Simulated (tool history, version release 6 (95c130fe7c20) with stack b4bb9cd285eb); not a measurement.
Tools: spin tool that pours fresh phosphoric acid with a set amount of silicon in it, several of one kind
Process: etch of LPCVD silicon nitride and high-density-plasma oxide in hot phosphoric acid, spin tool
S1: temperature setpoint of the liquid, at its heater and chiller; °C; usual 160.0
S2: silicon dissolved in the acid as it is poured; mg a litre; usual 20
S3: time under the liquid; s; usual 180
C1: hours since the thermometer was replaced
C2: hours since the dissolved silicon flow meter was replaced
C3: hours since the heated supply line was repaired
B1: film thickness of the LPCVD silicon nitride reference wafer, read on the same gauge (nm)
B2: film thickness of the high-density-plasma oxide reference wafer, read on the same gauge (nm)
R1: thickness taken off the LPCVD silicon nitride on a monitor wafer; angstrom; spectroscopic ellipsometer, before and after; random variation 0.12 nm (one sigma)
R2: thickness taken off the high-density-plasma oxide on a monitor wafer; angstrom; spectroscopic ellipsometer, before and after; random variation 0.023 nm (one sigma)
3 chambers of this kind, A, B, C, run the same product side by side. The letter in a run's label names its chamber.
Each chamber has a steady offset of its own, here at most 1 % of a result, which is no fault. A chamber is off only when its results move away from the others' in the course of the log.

run   hour     S1  S2   S3      C1      C2      C3      B1      B2       R1      R2
 1A   11.6  160.0  20  180  1864.3   126.0  1527.9  40.026  120.01  164.580  2.8304
 2B   25.6  160.0  20  180  2459.2   268.0  1155.7  40.002  120.01  161.170  2.8165
 3C   35.6  160.0  20  180    77.4  1354.1  2695.7  40.008  120.01  163.860  2.8514
 4A   47.2  160.0  20  180  1899.9   161.6  1563.5  40.000  120.02  161.990  2.5283
 5B   61.9  160.0  20  180  2495.5   304.3  1192.0  39.970  120.00  158.920  2.6546
 6C   76.1  160.0  20  180   117.9  1394.6  2736.2  40.016  120.00  164.410  3.2113
 7C   90.8  160.0  20  180   132.6  1409.3  2750.9  40.006  120.02  163.150  2.4787
 8B   98.9  160.0  20  180  2532.5   341.3  1229.0  40.010  120.00  162.530  2.8988
 9A  106.4  160.0  20  180  1959.1   220.8  1622.7  39.990  120.02  163.590  3.0167
10C  121.1  157.5  20  180   162.9  1439.6  2781.2  39.950  119.99  151.580  2.2947
11A  128.9  157.5  20  180  1981.6   243.3  1645.2  39.975  120.01  147.100  2.2952
12B  138.3  157.5  20  180  2571.9   380.7  1268.4  39.982  120.01  151.170  2.1457
13C  152.1  161.5  20  180   193.9  1470.6  2812.2  39.986  120.01  169.770  3.2516
14A  159.5  161.5  20  180  2012.2   273.9  1675.8  39.998  119.98  169.490  2.8850
15B  172.3  161.5  20  180  2605.9   414.7  1302.4  39.971  120.00  170.160  3.3062
16A  184.8  160.0  20  180  2037.5   299.2  1701.1  39.984  120.00  163.990  2.7479
17C  196.9  160.0  20  180   238.7  1515.4  2857.0  40.003  120.00  165.570  2.8288
18B  206.2  160.0  20  180  2639.8   448.6  1336.3  40.001  120.01  162.750  2.8651
19B  219.4  160.0  20  180  2653.0   461.8  1349.5  40.004  119.99  160.470  2.7191
20C  231.5  160.0  20  180   273.3  1550.0  2891.6  39.996  120.00  166.260  2.7877
     232.9  -- chamber C: dissolved silicon flow meter replaced
21A  246.2  161.5  15  180  2098.9   360.6  1762.5  40.001  120.00  169.220  3.5797
22B  259.2  161.5  15  180  2692.8   501.6  1389.3  39.994  120.00  171.800  3.5782
     261.8  -- chamber A: thermometer replaced
23C  270.1  161.5  15  180   311.9    37.3  2930.2  39.984  120.00  171.180  3.0816
24A  276.7  160.0  20  180    15.0   391.1  1793.0  40.019  119.98  162.280  2.7768
25B  289.2  160.0  20  180  2722.8   531.6  1419.3  39.948  120.00  162.040  2.8461
26C  297.1  160.0  20  180   338.9    64.3  2957.2  40.015  120.00  162.300  2.9280
27A  311.5  160.0  20  180    49.8   425.9  1827.8  40.034  120.00  161.830  2.9345
28B  325.3  160.0  20   85  2758.9   567.7  1455.4  39.991  120.01   76.913  1.2016
29A  336.3  160.0  20   85    74.6   450.7  1852.6  39.989  120.00   75.885  1.3258

Is one chamber off against the others, does the gauge drift, or is nothing wrong? If a chamber is off, say which, and what the likeliest cause is.

No chamber stands off beyond its own small offset, and the gauge holds steady.
